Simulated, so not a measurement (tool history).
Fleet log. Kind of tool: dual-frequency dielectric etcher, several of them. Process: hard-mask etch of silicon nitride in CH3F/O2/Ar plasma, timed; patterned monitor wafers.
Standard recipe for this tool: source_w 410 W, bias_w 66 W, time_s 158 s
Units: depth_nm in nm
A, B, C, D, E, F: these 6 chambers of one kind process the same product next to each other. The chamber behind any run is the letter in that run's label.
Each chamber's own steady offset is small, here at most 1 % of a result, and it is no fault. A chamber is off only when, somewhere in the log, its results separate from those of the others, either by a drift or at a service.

| run | hour | source_w | bias_w | time_s | read-back reference wafer on the same gauge, depth_nm | depth_nm |
|---|---|---|---|---|---|---|
|  | 5.4 | chamber B: bias power generator calibrated |
| 1E | 8.4 | 410 | 66 | 158 | 89.052 | 107.67 |
| 2A | 17 | 410 | 66 | 158 | 88.975 | 107.42 |
| 3F | 27.5 | 410 | 66 | 158 | 89.012 | 107.27 |
| 4C | 38 | 410 | 66 | 158 | 89.08 | 109.09 |
| 5D | 51.9 | 490 | 55 | 158 | 88.999 | 108.91 |
| 6B | 61.9 | 490 | 55 | 158 | 89.042 | 109.95 |
|  | 67.3 | chamber F: wet clean of the chamber |
| 7C | 72.8 | 490 | 55 | 158 | 88.973 | 109.64 |
| 8D | 86.9 | 490 | 55 | 158 | 88.984 | 109.09 |
| 9B | 98.7 | 490 | 55 | 158 | 89.019 | 108.77 |
| 10F | 109.2 | 490 | 55 | 158 | 89.024 | 108.37 |
| 11A | 122.1 | 410 | 66 | 158 | 88.988 | 107.78 |
|  | 126.8 | chamber D: wet clean of the chamber |
| 12E | 133.5 | 410 | 66 | 158 | 88.942 | 107.59 |
| 13C | 144.8 | 410 | 66 | 158 | 88.967 | 108.54 |
|  | 151.2 | chamber C: bias power generator calibrated |
| 14A | 155.6 | 410 | 66 | 158 | 89.017 | 108.2 |
| 15E | 165 | 440 | 53 | 158 | 88.937 | 103.33 |
| 16F | 176.3 | 440 | 53 | 158 | 89.025 | 102.89 |
| 17D | 182.9 | 440 | 53 | 158 | 89.003 | 103.29 |
| 18B | 193.6 | 440 | 53 | 158 | 88.941 | 104.01 |
| 19C | 202.4 | 440 | 53 | 158 | 88.984 | 103.8 |
| 20B | 213.9 | 440 | 53 | 158 | 89.042 | 103.52 |
| 21F | 223.1 | 410 | 66 | 158 | 89.013 | 108.09 |
| 22E | 231.8 | 410 | 66 | 158 | 88.968 | 107.73 |
| 23D | 243.5 | 320 | 66 | 158 | 89.03 | 98.172 |
| 24A | 252.1 | 320 | 66 | 158 | 88.961 | 98.419 |
| 25D | 259.6 | 320 | 66 | 158 | 89.017 | 97.939 |
| 26A | 268.1 | 320 | 66 | 158 | 89.041 | 98.169 |
|  | 277 | chamber E: wet clean of the chamber |
| 27E | 278.2 | 320 | 66 | 158 | 89.016 | 101.74 |
|  | 279.4 | chamber C: wet clean of the chamber |
| 28B | 284.8 | 320 | 66 | 158 | 89.074 | 98.542 |
| 29F | 297.9 | 410 | 66 | 158 | 89.011 | 108.34 |
| 30C | 305.4 | 470 | 66 | 130.5 | 88.997 | 94.575 |
| 31F | 316 | 470 | 66 | 130.5 | 88.986 | 93.381 |
|  | 320.6 | chamber A: wet clean of the chamber |
| 32A | 322.3 | 470 | 66 | 130.5 | 89.012 | 93.806 |
| 33B | 331.5 | 470 | 66 | 130.5 | 89.082 | 93.734 |
| 34D | 345.6 | 470 | 66 | 130.5 | 88.957 | 93.336 |
| 35E | 359.2 | 470 | 66 | 130.5 | 88.978 | 97.106 |
| 36C | 365.5 | 410 | 76 | 158 | 88.999 | 114.4 |
| 37C | 373.9 | 410 | 76 | 158 | 88.941 | 113.71 |
|  | 381.7 | chamber B: wet clean of the chamber |
| 38F | 383.1 | 410 | 76 | 158 | 89.081 | 112.85 |
|  | 385.5 | chamber E: source power generator calibrated |
| 39B | 396.7 | 410 | 76 | 158 | 88.973 | 113.29 |
| 40A | 409.3 | 410 | 76 | 158 | 88.975 | 114.07 |
| 41E | 422.1 | 410 | 76 | 158 | 88.988 | 117.24 |
| 42D | 432.4 | 410 | 66 | 133 | 89.003 | 90.279 |
| 43E | 445.7 | 410 | 66 | 133 | 88.92 | 94.106 |
| 44C | 457.4 | 410 | 66 | 133 | 89.023 | 91.648 |

Does one chamber stand apart from the rest, does the shared gauge drift, or is all well apart from small per-chamber offsets? Give the chamber and the most likely cause, where there is one.

The work done on chamber E during a service left it standing apart from the others.
What lies behind it: etch rate over this chamber's usual, % = 3.89.

Which of the 4 candidates below, each the usual settings with something changed and its results left as question marks, puts chamber E back in line with what the other chambers give on the usual settings?
Maximum distance from the other chambers' mean on the usual settings for a result to count as in line: depth_nm 1.1 nm
| 45E-1 | 467.5 | 410 | 66 | 153.5 |  | ? |
| 45E-2 | 467.5 | 410 | 66 | 156 |  | ? |
| 45E-3 | 467.5 | 420 | 67 | 158 |  | ? |
| 45E-4 | 467.5 | 410 | 66 | 163 |  | ? |

Other chambers, usual settings, mean: depth_nm 108.17 nm
| run | depth_nm |
|---|---|
| 45E-1 | 108.52 |
| 45E-2 | 110.29 |
| 45E-3 | 113.3 |
| 45E-4 | 115.24 |
With 45E-1, the chamber falls back in line with the rest.

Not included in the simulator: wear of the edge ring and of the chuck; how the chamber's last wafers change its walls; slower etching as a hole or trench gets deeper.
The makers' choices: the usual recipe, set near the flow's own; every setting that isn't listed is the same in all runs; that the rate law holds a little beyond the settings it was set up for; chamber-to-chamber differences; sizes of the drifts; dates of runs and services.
